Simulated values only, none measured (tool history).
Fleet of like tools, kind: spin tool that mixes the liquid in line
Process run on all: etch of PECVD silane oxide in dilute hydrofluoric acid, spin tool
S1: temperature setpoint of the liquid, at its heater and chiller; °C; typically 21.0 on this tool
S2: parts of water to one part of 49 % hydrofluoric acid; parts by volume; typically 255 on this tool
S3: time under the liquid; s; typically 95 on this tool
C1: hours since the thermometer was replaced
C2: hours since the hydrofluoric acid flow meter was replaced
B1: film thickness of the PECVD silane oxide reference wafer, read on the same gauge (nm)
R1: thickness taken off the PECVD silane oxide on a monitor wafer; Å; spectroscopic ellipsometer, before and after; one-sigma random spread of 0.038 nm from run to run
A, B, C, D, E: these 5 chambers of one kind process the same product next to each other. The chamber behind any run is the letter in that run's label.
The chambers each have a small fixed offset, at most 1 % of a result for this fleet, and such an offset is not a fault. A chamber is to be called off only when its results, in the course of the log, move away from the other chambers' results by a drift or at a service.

run     day    S1   S2  S3      C1      C2      B1      R1
 1C   0.283  21.0  255  95  2112.2  1251.2  29.994  41.631
 2B   0.492  21.0  255  95   627.5   845.2  30.004  41.607
 3D   0.692  21.0  255  95    97.4   165.3  30.002  41.835
 4E   0.879  21.0  255  95  1111.5   914.1  30.001  42.606
 5A   1.242  21.0  255  95   177.0   427.6  29.986  42.738
 6A   1.604  21.0  255  95   185.7   436.3  29.995  41.615
 7D   1.896  21.0  255  95   126.3   194.2  29.972  41.589
 8B   2.125  21.0  215  95   666.7   884.4  30.003  51.248
 9C   2.346  21.0  215  95  2161.7  1300.7  29.997  51.381
10E   2.521  21.0  215  95  1150.9   953.5  30.005  51.341
11B   2.804  21.0  215  95   683.0   900.7  30.003  51.049
12C   3.167  21.0  215  95  2181.4  1320.4  29.985  51.142
13D   3.442  21.0  255  95   163.4   231.3  30.001  41.704
      3.775  -- chamber B: thermometer replaced
14E   3.808  21.0  255  95  1181.8   984.4  30.020  41.915
15A   4.008  21.0  255  95   243.4   494.0  30.011  41.764
16A   4.262  21.0  255  95   249.5   500.1  30.004  42.071
17E   4.575  18.0  195  95  1200.2  1002.8  30.012  52.508
18B   4.912  18.0  195  95    27.3   951.3  29.996  50.912
      5.008  -- chamber C: thermometer replaced
19D   5.192  18.0  195  95   205.4   273.3  30.010  51.066
20C   5.483  18.0  195  95    11.4  1376.0  30.006  51.830
21B   5.762  18.0  195  95    47.7   971.7  30.015  52.008
22E   6.071  21.0  255  95  1236.1  1038.7  29.995  42.006
23A   6.300  21.0  255  95   298.4   549.0  30.017  40.626
24D   6.679  21.0  255  95   241.1   309.0  30.017  42.200
25C   6.879  21.0  255  95    44.9  1409.5  30.014  42.153
26E   7.062  21.0  255  95  1259.9  1062.5  30.002  42.350
27D   7.317  21.0  255  95   256.4   324.3  29.990  41.783
28A   7.642  21.0  255  95   330.6   581.2  29.996  40.345
      7.725  -- chamber E: hydrofluoric acid flow meter replaced
29C   7.867  21.0  255  95    68.6  1433.2  29.993  42.467
30B   8.108  21.0  255  95   104.0  1028.0  30.009  41.858
31D   8.304  21.0  255  95   280.1   348.0  29.999  41.940
32E   8.521  21.0  255  95  1294.9    19.1  30.004  42.373
33A   8.825  18.5  170  95   359.0   609.6  30.002  58.281
34B   9.008  18.5  170  95   125.6  1049.6  29.996  61.475
35C   9.321  18.5  170  95   103.5  1468.1  29.995  61.858
36B   9.658  18.5  170  95   141.2  1065.2  29.988  61.663
37A   9.850  18.5  170  95   383.6   634.2  29.982  56.735
38E  10.038  21.0  255  95  1331.3    55.5  29.987  41.795
39D  10.225  21.0  170  95   326.2   394.1  29.997  69.286

Decide between three cases: one chamber stands off from its peers, the gauge reading all wafers drifts, or nothing is wrong past each chamber's small offset. Where a chamber is off, say which and what most likely put it there.

Chamber A drifts away from the others.
Likeliest cause: liquid colder than its thermometer reads (K) = 2.42.
With only this log, it may be confused with: hydrofluoric acid flow below the setpoint (%).

Here are 4 candidates for chamber A's next run, each the usual settings with a change, their results left as question marks. Which one brings its results back in line with what the others give on the usual settings?
A result is in line if it is within this distance of the other chambers' mean on the usual settings: R1 1.300 Å
40A-1  10.500  21.0  250   95               ?
40A-2  10.500  21.0  255  105               ?
40A-3  10.500  18.5  255   95               ?
40A-4  10.500  21.0  260   95               ?

The other chambers' mean on the usual settings: R1 42.057 Å
  run      R1
40A-1  39.221
40A-2  42.317
40A-3  34.764
40A-4  37.389
40A-2 puts the chamber back in line with the other chambers.
